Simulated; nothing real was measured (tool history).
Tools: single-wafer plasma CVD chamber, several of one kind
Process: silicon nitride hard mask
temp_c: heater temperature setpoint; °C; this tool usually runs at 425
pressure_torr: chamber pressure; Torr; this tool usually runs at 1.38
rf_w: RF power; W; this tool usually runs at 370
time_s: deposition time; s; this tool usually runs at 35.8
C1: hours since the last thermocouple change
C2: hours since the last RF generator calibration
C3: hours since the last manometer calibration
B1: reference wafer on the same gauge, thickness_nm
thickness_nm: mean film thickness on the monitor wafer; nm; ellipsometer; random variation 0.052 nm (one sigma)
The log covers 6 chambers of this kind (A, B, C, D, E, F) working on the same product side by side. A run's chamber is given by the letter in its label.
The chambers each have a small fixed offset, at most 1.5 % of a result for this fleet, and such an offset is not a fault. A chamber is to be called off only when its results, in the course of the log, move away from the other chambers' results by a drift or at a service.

run 1C hour=5.2 | temp_c=425 pressure_torr=1.38 rf_w=370 time_s=35.8 | C1=1256.8 C2=1245 C3=2333.3 | B1=48.091 | thickness_nm=44.613
run 2B hour=11.6 | temp_c=425 pressure_torr=1.38 rf_w=370 time_s=35.8 | C1=1016.9 C2=579.1 C3=1734.7 | B1=48.097 | thickness_nm=45.05
run 3D hour=18.3 | temp_c=425 pressure_torr=1.38 rf_w=370 time_s=35.8 | C1=378.7 C2=961.9 C3=1219.6 | B1=48.083 | thickness_nm=44.662
run 4E hour=26.2 | temp_c=425 pressure_torr=1.38 rf_w=370 time_s=35.8 | C1=2209.3 C2=120.4 C3=1295.7 | B1=48.087 | thickness_nm=44.201
run 5A hour=35.2 | temp_c=425 pressure_torr=1.38 rf_w=370 time_s=35.8 | C1=867.9 C2=665.3 C3=1202.6 | B1=48.084 | thickness_nm=44.756
run 6F hour=44 | temp_c=425 pressure_torr=1.38 rf_w=370 time_s=35.8 | C1=1142.8 C2=1010.3 C3=956.3 | B1=48.067 | thickness_nm=44.584
run 7E hour=55.3 | temp_c=425 pressure_torr=1.18 rf_w=370 time_s=35.8 | C1=2238.4 C2=149.5 C3=1324.8 | B1=48.06 | thickness_nm=42.043
run 8B hour=64.3 | temp_c=425 pressure_torr=1.18 rf_w=370 time_s=35.8 | C1=1069.6 C2=631.8 C3=1787.4 | B1=48.06 | thickness_nm=42.872
run 9A hour=75.3 | temp_c=425 pressure_torr=1.18 rf_w=370 time_s=35.8 | C1=908 C2=705.4 C3=1242.7 | B1=48.047 | thickness_nm=42.651
run 10F hour=82.2 | temp_c=425 pressure_torr=1.18 rf_w=370 time_s=35.8 | C1=1181 C2=1048.5 C3=994.5 | B1=48.026 | thickness_nm=42.501
run 11D hour=90.2 | temp_c=425 pressure_torr=1.18 rf_w=370 time_s=35.8 | C1=450.6 C2=1033.8 C3=1291.5 | B1=48.033 | thickness_nm=42.414
run 12C hour=102.4 | temp_c=425 pressure_torr=1.18 rf_w=370 time_s=35.8 | C1=1354 C2=1342.2 C3=2430.5 | B1=48.022 | thickness_nm=42.252
run 13E hour=108.5 | temp_c=425 pressure_torr=1.38 rf_w=370 time_s=35.8 | C1=2291.6 C2=202.7 C3=1378 | B1=48.004 | thickness_nm=43.988
-- hour=115.9 chamber E: thermocouple changed; heater temperature recalibrated
run 14B hour=118.1 | temp_c=425 pressure_torr=1.38 rf_w=370 time_s=35.8 | C1=1123.4 C2=685.6 C3=1841.2 | B1=48.012 | thickness_nm=44.969
run 15D hour=125.2 | temp_c=425 pressure_torr=1.38 rf_w=370 time_s=35.8 | C1=485.6 C2=1068.8 C3=1326.5 | B1=48.012 | thickness_nm=44.629
run 16F hour=133 | temp_c=425 pressure_torr=1.38 rf_w=370 time_s=35.8 | C1=1231.8 C2=1099.3 C3=1045.3 | B1=47.997 | thickness_nm=44.607
run 17A hour=142.5 | temp_c=425 pressure_torr=1.38 rf_w=370 time_s=35.8 | C1=975.2 C2=772.6 C3=1309.9 | B1=47.98 | thickness_nm=44.702
run 18C hour=149.3 | temp_c=425 pressure_torr=1.38 rf_w=370 time_s=35.8 | C1=1400.9 C2=1389.1 C3=2477.4 | B1=47.987 | thickness_nm=44.425
run 19B hour=160.3 | temp_c=425 pressure_torr=1.38 rf_w=370 time_s=35.8 | C1=1165.6 C2=727.8 C3=1883.4 | B1=47.983 | thickness_nm=44.849
-- hour=164.9 chamber C: thermocouple changed; heater temperature recalibrated
run 20E hour=167.3 | temp_c=425 pressure_torr=1.38 rf_w=370 time_s=35.8 | C1=51.4 C2=261.5 C3=1436.8 | B1=47.972 | thickness_nm=43.932
run 21F hour=177 | temp_c=425 pressure_torr=1.38 rf_w=370 time_s=35.8 | C1=1275.8 C2=1143.3 C3=1089.3 | B1=47.971 | thickness_nm=44.634
run 22A hour=185.2 | temp_c=425 pressure_torr=1.38 rf_w=370 time_s=35.8 | C1=1017.9 C2=815.3 C3=1352.6 | B1=47.964 | thickness_nm=44.718
-- hour=189.1 chamber B: capacitance manometer re-zeroed and calibrated
run 23D hour=190.7 | temp_c=425 pressure_torr=1.38 rf_w=370 time_s=35.8 | C1=551.1 C2=1134.3 C3=1392 | B1=47.954 | thickness_nm=44.56
run 24C hour=201.4 | temp_c=420 pressure_torr=1.38 rf_w=370 time_s=35.8 | C1=36.5 C2=1441.2 C3=2529.5 | B1=47.936 | thickness_nm=44.628
run 25C hour=210.3 | temp_c=420 pressure_torr=1.38 rf_w=370 time_s=35.8 | C1=45.4 C2=1450.1 C3=2538.4 | B1=47.946 | thickness_nm=44.524
run 26B hour=218.9 | temp_c=420 pressure_torr=1.38 rf_w=370 time_s=35.8 | C1=1224.2 C2=786.4 C3=29.8 | B1=47.931 | thickness_nm=45.002
run 27F hour=224.4 | temp_c=420 pressure_torr=1.38 rf_w=370 time_s=35.8 | C1=1323.2 C2=1190.7 C3=1136.7 | B1=47.91 | thickness_nm=44.643
run 28E hour=229.9 | temp_c=420 pressure_torr=1.38 rf_w=370 time_s=35.8 | C1=114 C2=324.1 C3=1499.4 | B1=47.915 | thickness_nm=44.028
run 29A hour=238.4 | temp_c=420 pressure_torr=1.38 rf_w=370 time_s=35.8 | C1=1071.1 C2=868.5 C3=1405.8 | B1=47.914 | thickness_nm=44.791
run 30D hour=243.9 | temp_c=425 pressure_torr=1.38 rf_w=370 time_s=35.8 | C1=604.3 C2=1187.5 C3=1445.2 | B1=47.911 | thickness_nm=44.485
run 31B hour=253.9 | temp_c=425 pressure_torr=1.71 rf_w=370 time_s=30.8 | C1=1259.2 C2=821.4 C3=64.8 | B1=47.906 | thickness_nm=41.086
run 32D hour=262.9 | temp_c=425 pressure_torr=1.71 rf_w=370 time_s=30.8 | C1=623.3 C2=1206.5 C3=1464.2 | B1=47.896 | thickness_nm=40.814
run 33E hour=271.1 | temp_c=425 pressure_torr=1.71 rf_w=370 time_s=30.8 | C1=155.2 C2=365.3 C3=1540.6 | B1=47.896 | thickness_nm=40.326
run 34A hour=279.4 | temp_c=425 pressure_torr=1.71 rf_w=370 time_s=30.8 | C1=1112.1 C2=909.5 C3=1446.8 | B1=47.883 | thickness_nm=40.888
run 35F hour=285.9 | temp_c=425 pressure_torr=1.71 rf_w=370 time_s=30.8 | C1=1384.7 C2=1252.2 C3=1198.2 | B1=47.874 | thickness_nm=40.809
run 36C hour=292.1 | temp_c=425 pressure_torr=1.71 rf_w=370 time_s=30.8 | C1=127.2 C2=1531.9 C3=2620.2 | B1=47.87 | thickness_nm=40.622

All chambers now run identical settings, listed one chamber a line with results as question marks. What results will each chamber show?
run 37A hour=300.8 | temp_c=435 pressure_torr=1.38 rf_w=370 time_s=35.8 | thickness_nm=?
run 37B hour=300.8 | temp_c=435 pressure_torr=1.38 rf_w=370 time_s=35.8 | thickness_nm=?
run 37C hour=300.8 | temp_c=435 pressure_torr=1.38 rf_w=370 time_s=35.8 | thickness_nm=?
run 37D hour=300.8 | temp_c=435 pressure_torr=1.38 rf_w=370 time_s=35.8 | thickness_nm=?
run 37E hour=300.8 | temp_c=435 pressure_torr=1.38 rf_w=370 time_s=35.8 | thickness_nm=?
run 37F hour=300.8 | temp_c=435 pressure_torr=1.38 rf_w=370 time_s=35.8 | thickness_nm=?

run=37A thickness_nm=44.407
run=37B thickness_nm=44.514
run=37C thickness_nm=44.132
run=37D thickness_nm=44.278
run=37E thickness_nm=43.765
run=37F thickness_nm=44.192
